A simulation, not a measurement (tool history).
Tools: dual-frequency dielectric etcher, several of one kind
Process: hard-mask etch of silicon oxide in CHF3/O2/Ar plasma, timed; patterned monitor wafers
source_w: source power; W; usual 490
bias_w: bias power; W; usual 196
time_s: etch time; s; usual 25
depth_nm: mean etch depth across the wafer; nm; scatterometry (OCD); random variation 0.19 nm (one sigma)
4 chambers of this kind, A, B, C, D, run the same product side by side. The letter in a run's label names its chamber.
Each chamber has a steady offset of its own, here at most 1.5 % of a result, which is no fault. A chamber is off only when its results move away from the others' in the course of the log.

run,hour,source_w,bias_w,time_s,hours since the last wet clean,hours since the last source power generator calibration,hours since the last bias power generator calibration,"read-back reference wafer on the same gauge, depth_nm",depth_nm
1C,4.2,490,196,25,515.7,1521.3,3656.9,49.040,47.256
2A,9.4,490,196,25,228.8,1335.4,470.6,49.034,46.953
3D,13.9,490,196,25,113.8,1959.1,601.1,49.005,47.192
4B,17.7,490,196,25,252.5,19.4,1223.8,49.015,47.578
5A,21.3,490,196,25,240.7,1347.3,482.5,49.000,46.748
6B,25.1,490,196,25,259.9,26.8,1231.2,49.009,47.912
7C,30.7,490,196,25,542.2,1547.8,3683.4,48.969,47.146
8D,36.0,490,196,25,135.9,1981.2,623.2,49.006,47.026
9C,40.6,490,196,25,552.1,1557.7,3693.3,49.039,47.393
10A,43.7,490,196,25,263.1,1369.7,504.9,49.003,46.910
11B,48.9,490,196,25,283.7,50.6,1255.0,49.002,48.029
12D,53.1,490,196,25,153.0,1998.3,640.3,48.940,47.168
13A,58.0,490,196,25,277.4,1384.0,519.2,48.958,47.042
14D,63.3,490,196,25,163.2,2008.5,650.5,48.973,46.857
15B,67.5,490,196,25,302.3,69.2,1273.6,49.017,47.967
# hour 68.5: chamber D: source power generator calibrated
16C,70.4,540,159,25,581.9,1587.5,3723.1,48.962,46.101
17D,73.4,540,159,25,173.3,4.9,660.6,49.025,45.553
18A,77.6,540,159,25,297.0,1403.6,538.8,48.998,45.605
19C,82.4,540,159,25,593.9,1599.5,3735.1,49.020,45.876
20B,86.0,490,196,25,320.8,87.7,1292.1,48.990,48.250
21B,91.5,490,196,25,326.3,93.2,1297.6,48.957,48.472
22D,94.2,490,196,25,194.1,25.7,681.4,48.953,46.965
23A,98.6,490,196,25,318.0,1424.6,559.8,48.963,47.074
24C,102.4,390,196,25,613.9,1619.5,3755.1,49.031,43.114
25B,107.9,390,196,25,342.7,109.6,1314.0,49.064,44.591
26D,111.2,390,196,25,211.1,42.7,698.4,48.940,42.939
27A,114.9,390,196,25,334.3,1440.9,576.1,48.969,43.001

Is one chamber off against the others, does the gauge drift, or is nothing wrong? If a chamber is off, say which, and what the likeliest cause is.

Chamber B drifts away from the others.
Cause: etch rate over this chamber's usual, % = 2.66.

Here are 4 candidates for chamber B's next run, each the usual settings with a change, their results left as question marks. Which one brings its results back in line with what the others give on the usual settings?
In line means no further than this from the other chambers' mean on the usual settings: depth_nm 0.670 nm
28B-1,119.0,490,217,25.0,,,,,?
28B-2,119.0,490,175,25.0,,,,,?
28B-3,119.0,500,199,26.5,,,,,?
28B-4,119.0,440,177,25.0,,,,,?

The other chambers' mean on the usual settings: depth_nm 47.077 nm
run,depth_nm
28B-1,50.678
28B-2,46.992
28B-3,52.499
28B-4,45.253
28B-2 brings the chamber back in line.

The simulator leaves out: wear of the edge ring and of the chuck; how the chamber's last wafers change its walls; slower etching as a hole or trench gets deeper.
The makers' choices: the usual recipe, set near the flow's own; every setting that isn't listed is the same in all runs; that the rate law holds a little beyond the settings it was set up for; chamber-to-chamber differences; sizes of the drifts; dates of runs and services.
